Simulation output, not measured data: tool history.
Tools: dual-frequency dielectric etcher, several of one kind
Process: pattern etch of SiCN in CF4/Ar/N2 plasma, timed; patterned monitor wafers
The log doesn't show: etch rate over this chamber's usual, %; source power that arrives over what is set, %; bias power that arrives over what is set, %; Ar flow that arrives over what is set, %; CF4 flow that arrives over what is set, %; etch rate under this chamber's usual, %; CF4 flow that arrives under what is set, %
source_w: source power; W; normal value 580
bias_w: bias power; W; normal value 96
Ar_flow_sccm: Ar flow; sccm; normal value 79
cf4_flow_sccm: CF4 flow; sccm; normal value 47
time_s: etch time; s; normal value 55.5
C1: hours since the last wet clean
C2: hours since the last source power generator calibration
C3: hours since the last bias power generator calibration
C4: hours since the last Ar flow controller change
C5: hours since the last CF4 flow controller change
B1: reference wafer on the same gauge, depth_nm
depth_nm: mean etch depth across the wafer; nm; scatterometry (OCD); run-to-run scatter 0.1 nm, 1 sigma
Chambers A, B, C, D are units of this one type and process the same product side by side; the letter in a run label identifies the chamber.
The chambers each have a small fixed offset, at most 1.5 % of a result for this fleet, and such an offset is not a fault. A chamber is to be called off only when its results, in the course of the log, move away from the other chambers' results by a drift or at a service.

run 1B hour=10.5 | source_w=580 bias_w=96 Ar_flow_sccm=79 cf4_flow_sccm=47 time_s=55.5 | C1=57.1 C2=971.9 C3=1008.2 C4=1828.1 C5=4484.6 | B1=70.273 | depth_nm=65.325
run 2D hour=23.9 | source_w=580 bias_w=96 Ar_flow_sccm=79 cf4_flow_sccm=47 time_s=55.5 | C1=157.3 C2=1581.4 C3=1522.5 C4=1713.1 C5=2020.3 | B1=70.252 | depth_nm=64.799
run 3A hour=30.8 | source_w=580 bias_w=96 Ar_flow_sccm=79 cf4_flow_sccm=47 time_s=55.5 | C1=177.7 C2=462 C3=496.4 C4=4619.7 C5=2086.5 | B1=70.277 | depth_nm=64.273
run 4C hour=39 | source_w=580 bias_w=96 Ar_flow_sccm=79 cf4_flow_sccm=47 time_s=55.5 | C1=338.3 C2=1124.1 C3=2582.7 C4=530.9 C5=247.3 | B1=70.237 | depth_nm=64.113
run 5A hour=49.4 | source_w=670 bias_w=96 Ar_flow_sccm=79 cf4_flow_sccm=47 time_s=55.5 | C1=196.3 C2=480.6 C3=515 C4=4638.3 C5=2105.1 | B1=70.247 | depth_nm=72.882
run 6C hour=58.8 | source_w=670 bias_w=96 Ar_flow_sccm=79 cf4_flow_sccm=47 time_s=55.5 | C1=358.1 C2=1143.9 C3=2602.5 C4=550.7 C5=267.1 | B1=70.192 | depth_nm=72.895
run 7D hour=71.3 | source_w=670 bias_w=96 Ar_flow_sccm=79 cf4_flow_sccm=47 time_s=55.5 | C1=204.7 C2=1628.8 C3=1569.9 C4=1760.5 C5=2067.7 | B1=70.206 | depth_nm=73.417
run 8B hour=80.1 | source_w=670 bias_w=96 Ar_flow_sccm=79 cf4_flow_sccm=47 time_s=55.5 | C1=126.7 C2=1041.5 C3=1077.8 C4=1897.7 C5=4554.2 | B1=70.175 | depth_nm=74.008
run 9A hour=91.9 | source_w=580 bias_w=96 Ar_flow_sccm=79 cf4_flow_sccm=47 time_s=55.5 | C1=238.8 C2=523.1 C3=557.5 C4=4680.8 C5=2147.6 | B1=70.163 | depth_nm=64.162
-- hour=96.3 chamber D: Ar flow controller replaced
run 10D hour=99.9 | source_w=580 bias_w=96 Ar_flow_sccm=79 cf4_flow_sccm=47 time_s=55.5 | C1=233.3 C2=1657.4 C3=1598.5 C4=3.7 C5=2096.3 | B1=70.141 | depth_nm=64.854
run 11C hour=106.5 | source_w=580 bias_w=96 Ar_flow_sccm=79 cf4_flow_sccm=47 time_s=55.5 | C1=405.8 C2=1191.6 C3=2650.2 C4=598.4 C5=314.8 | B1=70.148 | depth_nm=64.279
-- hour=110.7 chamber D: CF4 flow controller replaced
run 12B hour=115.3 | source_w=580 bias_w=96 Ar_flow_sccm=79 cf4_flow_sccm=47 time_s=55.5 | C1=161.9 C2=1076.7 C3=1113 C4=1932.9 C5=4589.4 | B1=70.122 | depth_nm=65.146
run 13D hour=126 | source_w=580 bias_w=96 Ar_flow_sccm=79 cf4_flow_sccm=47 time_s=55.5 | C1=259.4 C2=1683.5 C3=1624.6 C4=29.8 C5=15.4 | B1=70.109 | depth_nm=64.907
run 14A hour=135.1 | source_w=580 bias_w=96 Ar_flow_sccm=79 cf4_flow_sccm=47 time_s=55.5 | C1=282 C2=566.3 C3=600.7 C4=4724 C5=2190.8 | B1=70.088 | depth_nm=63.98
run 15B hour=146.2 | source_w=580 bias_w=96 Ar_flow_sccm=79 cf4_flow_sccm=47 time_s=55.5 | C1=192.8 C2=1107.6 C3=1143.9 C4=1963.8 C5=4620.3 | B1=70.074 | depth_nm=65.046
run 16C hour=157.9 | source_w=580 bias_w=96 Ar_flow_sccm=79 cf4_flow_sccm=47 time_s=55.5 | C1=457.2 C2=1243 C3=2701.6 C4=649.8 C5=366.2 | B1=70.052 | depth_nm=63.886
run 17A hour=165.3 | source_w=580 bias_w=96 Ar_flow_sccm=79 cf4_flow_sccm=47 time_s=67.5 | C1=312.2 C2=596.5 C3=630.9 C4=4754.2 C5=2221 | B1=70.034 | depth_nm=77.957
run 18D hour=172.2 | source_w=580 bias_w=96 Ar_flow_sccm=79 cf4_flow_sccm=47 time_s=67.5 | C1=305.6 C2=1729.7 C3=1670.8 C4=76 C5=61.6 | B1=70.068 | depth_nm=78.9
run 19B hour=178.8 | source_w=580 bias_w=96 Ar_flow_sccm=79 cf4_flow_sccm=47 time_s=67.5 | C1=225.4 C2=1140.2 C3=1176.5 C4=1996.4 C5=4652.9 | B1=70.064 | depth_nm=79.075
run 20C hour=188.6 | source_w=580 bias_w=96 Ar_flow_sccm=79 cf4_flow_sccm=47 time_s=67.5 | C1=487.9 C2=1273.7 C3=2732.3 C4=680.5 C5=396.9 | B1=70.004 | depth_nm=77.796
run 21A hour=199.3 | source_w=580 bias_w=96 Ar_flow_sccm=79 cf4_flow_sccm=47 time_s=55.5 | C1=346.2 C2=630.5 C3=664.9 C4=4788.2 C5=2255 | B1=69.971 | depth_nm=64.102
run 22D hour=208.4 | source_w=580 bias_w=96 Ar_flow_sccm=79 cf4_flow_sccm=47 time_s=55.5 | C1=341.8 C2=1765.9 C3=1707 C4=112.2 C5=97.8 | B1=69.983 | depth_nm=64.805
-- hour=210.6 chamber A: Ar flow controller replaced
run 23C hour=221.4 | source_w=580 bias_w=96 Ar_flow_sccm=79 cf4_flow_sccm=47 time_s=55.5 | C1=520.7 C2=1306.5 C3=2765.1 C4=713.3 C5=429.7 | B1=69.95 | depth_nm=63.985
run 24B hour=234.5 | source_w=580 bias_w=96 Ar_flow_sccm=79 cf4_flow_sccm=47 time_s=55.5 | C1=281.1 C2=1195.9 C3=1232.2 C4=2052.1 C5=4708.6 | B1=69.948 | depth_nm=65.098
run 25B hour=241.7 | source_w=580 bias_w=96 Ar_flow_sccm=79 cf4_flow_sccm=47 time_s=55.5 | C1=288.3 C2=1203.1 C3=1239.4 C4=2059.3 C5=4715.8 | B1=69.914 | depth_nm=65.136
run 26A hour=254.6 | source_w=580 bias_w=96 Ar_flow_sccm=79 cf4_flow_sccm=47 time_s=55.5 | C1=401.5 C2=685.8 C3=720.2 C4=44 C5=2310.3 | B1=69.903 | depth_nm=63.943
run 27C hour=265.2 | source_w=670 bias_w=96 Ar_flow_sccm=88 cf4_flow_sccm=47 time_s=55.5 | C1=564.5 C2=1350.3 C3=2808.9 C4=757.1 C5=473.5 | B1=69.899 | depth_nm=71.562
run 28D hour=276.7 | source_w=670 bias_w=96 Ar_flow_sccm=88 cf4_flow_sccm=47 time_s=55.5 | C1=410.1 C2=1834.2 C3=1775.3 C4=180.5 C5=166.1 | B1=69.855 | depth_nm=72.108
-- hour=281.5 chamber B: CF4 flow controller replaced
run 29B hour=283.4 | source_w=670 bias_w=96 Ar_flow_sccm=88 cf4_flow_sccm=47 time_s=55.5 | C1=330 C2=1244.8 C3=1281.1 C4=2101 C5=2 | B1=69.88 | depth_nm=72.444
run 30D hour=290.9 | source_w=670 bias_w=96 Ar_flow_sccm=88 cf4_flow_sccm=47 time_s=55.5 | C1=424.3 C2=1848.4 C3=1789.5 C4=194.7 C5=180.3 | B1=69.849 | depth_nm=72.071

What goes on in this fleet: one chamber off, a drifting gauge, or nothing beyond the chambers' own small offsets? Name the chamber and the cause, if any.

None of the chambers is off. What moves is the gauge, dragging all their readings along together.
Cause: gauge reads low (%) = 0.665.
